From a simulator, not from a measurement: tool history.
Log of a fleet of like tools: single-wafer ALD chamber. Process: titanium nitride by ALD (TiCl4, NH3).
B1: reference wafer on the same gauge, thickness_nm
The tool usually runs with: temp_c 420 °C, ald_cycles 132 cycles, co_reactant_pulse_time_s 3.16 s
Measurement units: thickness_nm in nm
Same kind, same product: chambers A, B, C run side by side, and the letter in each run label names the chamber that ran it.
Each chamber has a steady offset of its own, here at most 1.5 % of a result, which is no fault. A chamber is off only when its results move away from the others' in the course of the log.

run 1B hour=8.2 | temp_c=420 ald_cycles=132 co_reactant_pulse_time_s=3.16 | B1=2.4109 | thickness_nm=2.98
run 2A hour=13.3 | temp_c=420 ald_cycles=132 co_reactant_pulse_time_s=3.16 | B1=2.4105 | thickness_nm=2.9357
run 3C hour=20.1 | temp_c=420 ald_cycles=132 co_reactant_pulse_time_s=3.16 | B1=2.411 | thickness_nm=2.9712
run 4A hour=30.5 | temp_c=420 ald_cycles=132 co_reactant_pulse_time_s=3.16 | B1=2.4113 | thickness_nm=2.9323
run 5C hour=40.5 | temp_c=420 ald_cycles=132 co_reactant_pulse_time_s=3.16 | B1=2.4119 | thickness_nm=2.9736
run 6B hour=48.5 | temp_c=420 ald_cycles=108 co_reactant_pulse_time_s=3.55 | B1=2.4121 | thickness_nm=2.4394
run 7B hour=56.4 | temp_c=420 ald_cycles=108 co_reactant_pulse_time_s=3.55 | B1=2.4132 | thickness_nm=2.4489
run 8A hour=67.7 | temp_c=420 ald_cycles=108 co_reactant_pulse_time_s=3.55 | B1=2.4125 | thickness_nm=2.4107
run 9C hour=76.3 | temp_c=420 ald_cycles=132 co_reactant_pulse_time_s=3.62 | B1=2.4133 | thickness_nm=2.9789
run 10B hour=87.4 | temp_c=420 ald_cycles=132 co_reactant_pulse_time_s=3.62 | B1=2.4139 | thickness_nm=2.9902
run 11C hour=96.4 | temp_c=420 ald_cycles=132 co_reactant_pulse_time_s=3.62 | B1=2.4137 | thickness_nm=2.9837
run 12A hour=106 | temp_c=420 ald_cycles=132 co_reactant_pulse_time_s=3.16 | B1=2.4144 | thickness_nm=2.9426
run 13B hour=116.3 | temp_c=420 ald_cycles=132 co_reactant_pulse_time_s=3.16 | B1=2.4148 | thickness_nm=2.9798
run 14A hour=126.1 | temp_c=420 ald_cycles=132 co_reactant_pulse_time_s=3.16 | B1=2.4155 | thickness_nm=2.9388
run 15C hour=136.7 | temp_c=420 ald_cycles=132 co_reactant_pulse_time_s=3.16 | B1=2.4154 | thickness_nm=2.9797
run 16B hour=148.4 | temp_c=420 ald_cycles=132 co_reactant_pulse_time_s=3.16 | B1=2.417 | thickness_nm=2.9853
run 17A hour=158.1 | temp_c=420 ald_cycles=132 co_reactant_pulse_time_s=3.16 | B1=2.4168 | thickness_nm=2.9407
run 18C hour=169.6 | temp_c=420 ald_cycles=132 co_reactant_pulse_time_s=3.16 | B1=2.4182 | thickness_nm=2.9862
run 19B hour=175.9 | temp_c=420 ald_cycles=132 co_reactant_pulse_time_s=3.16 | B1=2.4172 | thickness_nm=2.9846
run 20C hour=186.9 | temp_c=420 ald_cycles=132 co_reactant_pulse_time_s=3.16 | B1=2.4178 | thickness_nm=2.9844
run 21A hour=192.9 | temp_c=420 ald_cycles=132 co_reactant_pulse_time_s=3.16 | B1=2.4191 | thickness_nm=2.9441
run 22C hour=199.8 | temp_c=420 ald_cycles=132 co_reactant_pulse_time_s=3.16 | B1=2.4186 | thickness_nm=2.9834
run 23A hour=207.6 | temp_c=420 ald_cycles=132 co_reactant_pulse_time_s=3.16 | B1=2.4187 | thickness_nm=2.9357
run 24B hour=214.3 | temp_c=420 ald_cycles=132 co_reactant_pulse_time_s=3.16 | B1=2.4192 | thickness_nm=2.99
run 25A hour=224 | temp_c=420 ald_cycles=132 co_reactant_pulse_time_s=3.16 | B1=2.421 | thickness_nm=2.9414
run 26C hour=231 | temp_c=420 ald_cycles=132 co_reactant_pulse_time_s=3.16 | B1=2.4208 | thickness_nm=2.9885
run 27B hour=237.2 | temp_c=420 ald_cycles=132 co_reactant_pulse_time_s=3.16 | B1=2.4209 | thickness_nm=2.9891
run 28B hour=248.5 | temp_c=420 ald_cycles=132 co_reactant_pulse_time_s=3.16 | B1=2.4202 | thickness_nm=2.9963
run 29A hour=258.6 | temp_c=420 ald_cycles=132 co_reactant_pulse_time_s=3.16 | B1=2.4206 | thickness_nm=2.9414
run 30C hour=264.9 | temp_c=420 ald_cycles=132 co_reactant_pulse_time_s=3.16 | B1=2.421 | thickness_nm=2.9872

Each of the 3 chambers runs these same settings next. Fill in every chamber's results:
run 31A hour=273.2 | temp_c=431 ald_cycles=132 co_reactant_pulse_time_s=3.16 | thickness_nm=?
run 31B hour=273.2 | temp_c=431 ald_cycles=132 co_reactant_pulse_time_s=3.16 | thickness_nm=?
run 31C hour=273.2 | temp_c=431 ald_cycles=132 co_reactant_pulse_time_s=3.16 | thickness_nm=?

run=31A thickness_nm=2.946
run=31B thickness_nm=2.9987
run=31C thickness_nm=2.9859

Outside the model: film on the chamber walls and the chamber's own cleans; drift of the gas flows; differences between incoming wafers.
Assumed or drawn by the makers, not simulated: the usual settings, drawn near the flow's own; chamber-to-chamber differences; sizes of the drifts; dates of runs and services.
